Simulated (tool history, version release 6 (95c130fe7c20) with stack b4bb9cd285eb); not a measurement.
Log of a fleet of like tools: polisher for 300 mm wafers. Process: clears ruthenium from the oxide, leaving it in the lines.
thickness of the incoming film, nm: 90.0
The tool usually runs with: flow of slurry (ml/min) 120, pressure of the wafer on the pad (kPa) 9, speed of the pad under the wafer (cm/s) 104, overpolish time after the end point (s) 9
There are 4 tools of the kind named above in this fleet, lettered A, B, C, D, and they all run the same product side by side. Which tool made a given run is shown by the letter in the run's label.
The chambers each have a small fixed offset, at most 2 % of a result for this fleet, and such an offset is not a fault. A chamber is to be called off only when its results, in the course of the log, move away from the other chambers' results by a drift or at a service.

run	hour	flow of slurry (ml/min)	pressure of the wafer on the pad (kPa)	speed of the pad under the wafer (cm/s)	overpolish time after the end point (s)	wafers polished on this pad	hours since the slurry nozzle was cleaned	hours since the head pressure was calibrated	time until the end point was called (s)
1B	3.5	120	9	104	9	377	544.5	397.5	140.65
2C	7.7	120	9	104	9	750	93.9	262.5	141.27
3D	11.5	120	9	104	9	367	13.4	209.5	140.67
4A	15.6	120	9	104	9	378	477.6	900.1	137.32
5C	20.3	120	9	104	9	822	106.5	275.1	141.63
6A	22.5	120	9	104	13	417	484.5	907	135.49
7B	24.6	120	9	104	13	497	565.6	418.6	140.22
8D	28	120	9	104	13	462	29.9	226	138.28
9A	32.4	120	9	104	13	474	494.4	916.9	142.81
10D	36.8	120	9	128	11	512	38.7	234.8	112.46
11B	40.6	120	9	128	11	588	581.6	434.6	113.57
12C	44.9	120	9	128	11	963	131.1	299.7	119.87
13B	47.6	120	9	128	11	628	588.6	441.6	111.82
14C	52.1	120	9	104	9	1004	138.3	306.9	145.6
15A	56.1	120	9	104	9	609	518.1	940.6	137.98
16D	58.9	120	9	88	6	638	60.8	256.9	161.47
# hour 60.2: chamber A: worn pad replaced by a new one
17D	62.2	120	9	88	6	657	64.1	260.2	166.22
18A	66.3	120	9	88	6	35	528.3	950.8	162.05
19B	70.5	120	9	88	6	759	611.5	464.5	165.67
# hour 71.3: chamber D: worn pad replaced by a new one
20C	75.2	90	9	132	9	1136	161.4	330	124.52
21A	78.3	90	9	132	9	103	540.3	962.8	118.87
22D	82.7	90	9	132	9	65	84.6	280.7	118.19
23B	85.6	90	9	132	9	845	626.6	479.6	117.33
# hour 87.5: chamber B: worn pad replaced by a new one
24C	89.1	120	9	104	9	1215	175.3	343.9	151.72
25C	92.3	120	9	104	9	1233	178.5	347.1	147.64
26B	96.1	120	9	104	9	49	637.1	490.1	143.81
27A	100.5	120	9	104	9	230	562.5	985	137.71

Read the log: is a single chamber off, either drifting away or since a service, is the gauge that measures every chamber drifting, or is nothing wrong beyond small per-chamber offsets? Name any odd chamber and what most likely caused it.

It is chamber C that slowly wanders off from its peers.
Cause: removal rate lost through wear of the pad, % = 7.49.
The log may not separate it from: slurry flow missing at the pad, %; head's pressure below its setpoint, %.

Which of the 4 candidates below, each the usual settings with something changed and its results left as question marks, puts chamber C back in line with what the other chambers give on the usual settings?
In line here means within this much of the mean the other chambers give on the usual settings: time until the end point was called (s) 6.2
28C-1	104	115	7.6	104	9				?
28C-2	104	125	9	120	9				?
28C-3	104	120	9.7	104	9				?
28C-4	104	120	8.3	104	9				?

The other chambers' mean on the usual settings: time until the end point was called (s) 139.24
run	time until the end point was called (s)
28C-1	181.8
28C-2	130.62
28C-3	141.37
28C-4	165.06
28C-3 puts the chamber back in line with the other chambers.

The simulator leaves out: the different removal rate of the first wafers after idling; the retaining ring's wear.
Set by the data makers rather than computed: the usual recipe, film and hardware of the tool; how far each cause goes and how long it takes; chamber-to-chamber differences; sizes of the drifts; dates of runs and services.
